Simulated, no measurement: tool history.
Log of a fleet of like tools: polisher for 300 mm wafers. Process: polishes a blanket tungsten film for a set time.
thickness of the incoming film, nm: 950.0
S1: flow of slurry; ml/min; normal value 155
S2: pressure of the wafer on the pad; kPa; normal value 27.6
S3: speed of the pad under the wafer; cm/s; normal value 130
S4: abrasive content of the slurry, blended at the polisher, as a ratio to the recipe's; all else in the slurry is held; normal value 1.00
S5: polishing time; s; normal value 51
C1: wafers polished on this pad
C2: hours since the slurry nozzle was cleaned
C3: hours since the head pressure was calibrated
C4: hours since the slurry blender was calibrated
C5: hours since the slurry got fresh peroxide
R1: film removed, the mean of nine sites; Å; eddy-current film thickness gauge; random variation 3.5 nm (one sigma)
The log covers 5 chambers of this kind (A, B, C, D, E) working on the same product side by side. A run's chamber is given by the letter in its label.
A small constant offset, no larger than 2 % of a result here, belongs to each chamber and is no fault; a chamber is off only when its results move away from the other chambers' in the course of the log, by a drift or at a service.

run     day   S1    S2   S3    S4  S5    C1     C2     C3     C4     C5      R1
 1E   0.417  155  27.6  130  1.00  51   688  964.6  112.7  264.6   29.6  2621.1
 2B   0.762  155  27.6  130  1.00  51   283  454.7  411.8  295.4   28.7  2662.2
      1.029  -- chamber A: slurry blender recalibrated
      1.112  -- chamber E: slurry nozzle cleaned
      1.125  -- chamber E: worn pad replaced by a new one
 3D   1.383  155  27.6  130  1.00  51   410  575.8  638.8  322.3   56.5  2672.6
      1.508  -- chamber C: slurry tank refilled with fresh slurry and peroxide
      1.896  -- chamber B: slurry blender recalibrated
 4C   1.983  155  27.6  130  1.00  51   748  228.2  552.1  183.5   11.4  2642.6
      2.050  -- chamber C: slurry nozzle cleaned
      2.071  -- chamber E: slurry tank refilled with fresh slurry and peroxide
      2.179  -- chamber C: slurry blender recalibrated
      2.204  -- chamber B: worn pad replaced by a new one
      2.296  -- chamber A: slurry tank refilled with fresh slurry and peroxide
 5A   2.308  155  27.6  130  1.00  51  1662  423.8  419.8   30.8    0.3  2684.6
      2.429  -- chamber A: worn pad replaced by a new one
      2.575  -- chamber D: slurry tank refilled with fresh slurry and peroxide
      2.579  -- chamber D: slurry blender recalibrated
 6D   2.917  155  34.5  102  1.00  51   760  612.6  675.6    8.2    8.2  2612.5
      3.388  -- chamber A: slurry nozzle cleaned
 7E   3.525  155  34.5  102  1.00  51   548   58.0  187.3  339.2   35.0  2583.4
      3.662  -- chamber B: slurry tank refilled with fresh slurry and peroxide
      3.888  -- chamber D: worn pad replaced by a new one
 8B   3.908  155  34.5  102  1.00  51   389  530.2  487.3   48.3    6.0  2656.5
 9A   4.300  155  34.5  102  1.00  51   428   22.0  467.6   78.6   48.1  2704.0
      4.658  -- chamber A: head pressure recalibrated
10C   4.688  155  34.5  102  1.00  51  1366   63.4  617.0   60.2   76.3  2590.6
      4.962  -- chamber E: slurry tank refilled with fresh slurry and peroxide
      4.988  -- chamber B: worn pad replaced by a new one
11A   5.196  155  27.6  130  1.00  51   633   43.5   12.9  100.1   69.6  2772.6
      5.200  -- chamber E: worn pad replaced by a new one
      5.671  -- chamber D: slurry tank refilled with fresh slurry and peroxide
12E   5.808  155  27.6  130  1.00  51   139  112.8  242.1  394.0   20.4  2650.4
13D   6.200  155  27.6  130  1.25  51   528  691.4  754.4   87.0   12.8  2878.1
14C   6.483  155  27.6  130  1.25  51  1777  106.5  660.1  103.3  119.4  2831.8
      6.508  -- chamber A: slurry blender recalibrated
15B   6.979  155  27.6  130  1.25  51   456  603.9  561.0  122.0   79.7  2806.3
16A   7.417  155  27.6  130  1.25  51  1141   96.8   66.2   21.8  122.9  2906.0
      7.646  -- chamber B: worn pad replaced by a new one
17C   7.779  155  27.6  130  1.25  51  2073  137.6  691.2  134.4  150.5  2734.6
      7.888  -- chamber B: slurry tank refilled with fresh slurry and peroxide
      8.062  -- chamber A: slurry tank refilled with fresh slurry and peroxide
      8.079  -- chamber E: slurry tank refilled with fresh slurry and peroxide
18D   8.088  155  27.6  130  1.00  51   960  736.7  799.7  132.3   58.1  2631.4
      8.150  -- chamber D: worn pad replaced by a new one
19B   8.508  155  27.6  130  1.00  51   198  640.6  597.7  158.7   14.9  2687.0
      8.725  -- chamber E: worn pad replaced by a new one
      8.775  -- chamber A: worn pad replaced by a new one
      8.883  -- chamber E: slurry blender recalibrated
      8.908  -- chamber D: slurry tank refilled with fresh slurry and peroxide
20E   9.000  155  27.6  130  1.00  51    63  189.4  318.7    2.9   22.2  2669.8
      9.225  -- chamber C: slurry tank refilled with fresh slurry and peroxide
21A   9.296  155  27.6  130  1.00  51   119  141.9  111.3   66.9   29.7  2681.3
22D   9.692  155  27.6  130  1.00  51   353  775.2  838.2  170.8   18.8  2662.1
     10.167  -- chamber B: worn pad replaced by a new one
23C  10.296  105  27.6  130  0.75  51  2648  198.0  751.6  194.8   25.7  2215.0
     10.658  -- chamber E: slurry tank refilled with fresh slurry and peroxide
24B  10.854  105  27.6  130  0.75  51   157  696.9  654.0  215.0   71.2  2366.7
     10.975  -- chamber C: slurry nozzle cleaned
25E  11.142  105  27.6  130  0.75  51   552  240.8  370.1   54.3   11.6  2322.9
26D  11.562  105  27.6  130  0.75  51   781  820.1  883.1  215.7   63.7  2320.1
     11.754  -- chamber D: worn pad replaced by a new one
     11.783  -- chamber C: slurry blender recalibrated
     12.138  -- chamber E: worn pad replaced by a new one
27B  12.179  105  27.6  130  0.75  51   460  728.7  685.8  246.8  103.0  2372.6
     12.258  -- chamber D: slurry tank refilled with fresh slurry and peroxide
28C  12.725  155  27.6  130  1.00  51  3204   42.1  809.9   22.7   84.0  2518.1
     12.792  -- chamber A: slurry blender recalibrated
     13.342  -- chamber D: slurry nozzle cleaned
29E  13.350  155  27.6  130  1.00  51   277  293.8  423.1  107.3   64.6  2642.8
30A  13.858  155  27.6  130  1.00  51  1163  251.4  220.8   25.7  139.2  2713.5
31D  14.142  155  27.6  130  1.00  51   546   19.3  945.0  277.6   45.2  2633.8

Decide between three cases: one chamber stands off from its peers, the gauge reading all wafers drifts, or nothing is wrong past each chamber's small offset. Where a chamber is off, say which and what most likely put it there.

One chamber, C, drifts off from the rest bit by bit.
Likeliest cause: removal rate lost through wear of the pad, % = 8.29.
Not necessarily distinguishable in this log from: head's pressure below its setpoint, %.

Chamber C could run next with any of the 4 candidate recipes listed below; each alters the usual settings, and their results appear as question marks. Which one brings its results back in line with what the other chambers deliver on the usual settings?
A result is in line if it is within this distance of the other chambers' mean on the usual settings: R1 120.0 Å
32C-1  14.608  155  26.9  126  1.00  50                       ?
32C-2  14.608  155  27.6  130  1.00  43                       ?
32C-3  14.608  155  29.0  136  1.00  54                       ?
32C-4  14.608  180  27.6  130  1.20  51                       ?

The mean the other chambers reach with the usual settings: R1 2690.5 Å
  run      R1
32C-1  2307.7
32C-2  2101.0
32C-3  2899.9
32C-4  2668.8
32C-4 puts the chamber back in line with the other chambers.
